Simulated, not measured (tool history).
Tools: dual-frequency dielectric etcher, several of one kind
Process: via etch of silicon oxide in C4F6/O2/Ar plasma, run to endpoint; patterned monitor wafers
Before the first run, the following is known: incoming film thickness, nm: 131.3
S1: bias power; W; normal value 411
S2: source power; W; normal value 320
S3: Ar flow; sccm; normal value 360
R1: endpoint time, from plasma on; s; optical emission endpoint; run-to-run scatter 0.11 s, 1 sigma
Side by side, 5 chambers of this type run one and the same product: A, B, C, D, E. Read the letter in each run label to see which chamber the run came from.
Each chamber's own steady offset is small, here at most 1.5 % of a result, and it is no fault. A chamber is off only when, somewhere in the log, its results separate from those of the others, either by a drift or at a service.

run,hour,S1,S2,S3,R1
1B,7.2,411,320,360,34.561
# hour 10.3: chamber D: source power generator calibrated
2D,11.6,411,320,360,34.460
3A,16.8,411,320,360,34.920
4C,24.7,411,320,360,34.824
5E,30.5,411,320,360,34.447
6D,35.6,411,320,360,34.529
7E,39.9,411,320,360,34.455
8A,44.6,411,250,318,37.653
9C,51.8,411,250,318,37.697
10B,55.7,411,250,318,37.505
11C,63.7,411,250,318,37.558
12A,70.2,411,250,318,37.559
13B,76.5,411,320,360,34.631
14E,81.6,411,320,360,34.693
15D,87.2,411,320,360,34.472
16E,91.1,411,320,360,34.910
17C,96.8,493,270,360,34.444
18D,102.1,493,270,360,34.339
# hour 105.4: chamber D: wet clean of the chamber
19A,109.0,493,270,360,34.701
20B,112.6,493,270,360,34.422
21E,120.5,493,270,360,34.951
22C,128.5,341,320,310,36.771
23A,135.7,341,320,310,36.582
24B,143.9,341,320,310,36.500
25D,149.7,341,320,310,36.362
26D,155.8,341,320,310,36.327
27B,161.2,411,320,360,34.673
28A,166.3,380,320,296,34.986
29E,173.3,380,320,296,35.793
# hour 174.0: chamber C: wet clean of the chamber
30C,180.2,380,320,296,35.088
31C,184.3,380,320,296,34.929
32B,191.0,380,320,296,34.762
33D,198.8,411,270,413,37.242
# hour 202.2: chamber A: wet clean of the chamber
34E,204.7,411,270,413,38.747
35A,210.2,411,270,413,37.654
36B,214.2,411,270,413,37.434
37D,218.1,411,270,413,37.120
38C,223.6,411,320,360,34.787

One chamber off, gauge drift, or nothing amiss beyond the chambers' own small offsets? If it is a chamber, which one, and what is the likeliest cause?

One chamber, E, drifts off from the rest bit by bit.
Likeliest cause: etch rate under this chamber's usual, % = 3.84.

Which of the 4 candidates below, each the usual settings with something changed and its results left as question marks, puts chamber E back in line with what the other chambers give on the usual settings?
Allowed miss from the other chambers' usual-settings mean, per result, to count as in line: R1 0.390 s
39E-1,229.5,411,350,351,?
39E-2,229.5,449,350,350,?
39E-3,229.5,392,310,365,?
39E-4,229.5,337,320,360,?

Usual-settings mean across the other chambers: R1 34.674 s
run,R1
39E-1,34.560
39E-2,33.454
39E-3,36.955
39E-4,38.478
Change 39E-1 lands the chamber within the allowed miss of the other chambers.

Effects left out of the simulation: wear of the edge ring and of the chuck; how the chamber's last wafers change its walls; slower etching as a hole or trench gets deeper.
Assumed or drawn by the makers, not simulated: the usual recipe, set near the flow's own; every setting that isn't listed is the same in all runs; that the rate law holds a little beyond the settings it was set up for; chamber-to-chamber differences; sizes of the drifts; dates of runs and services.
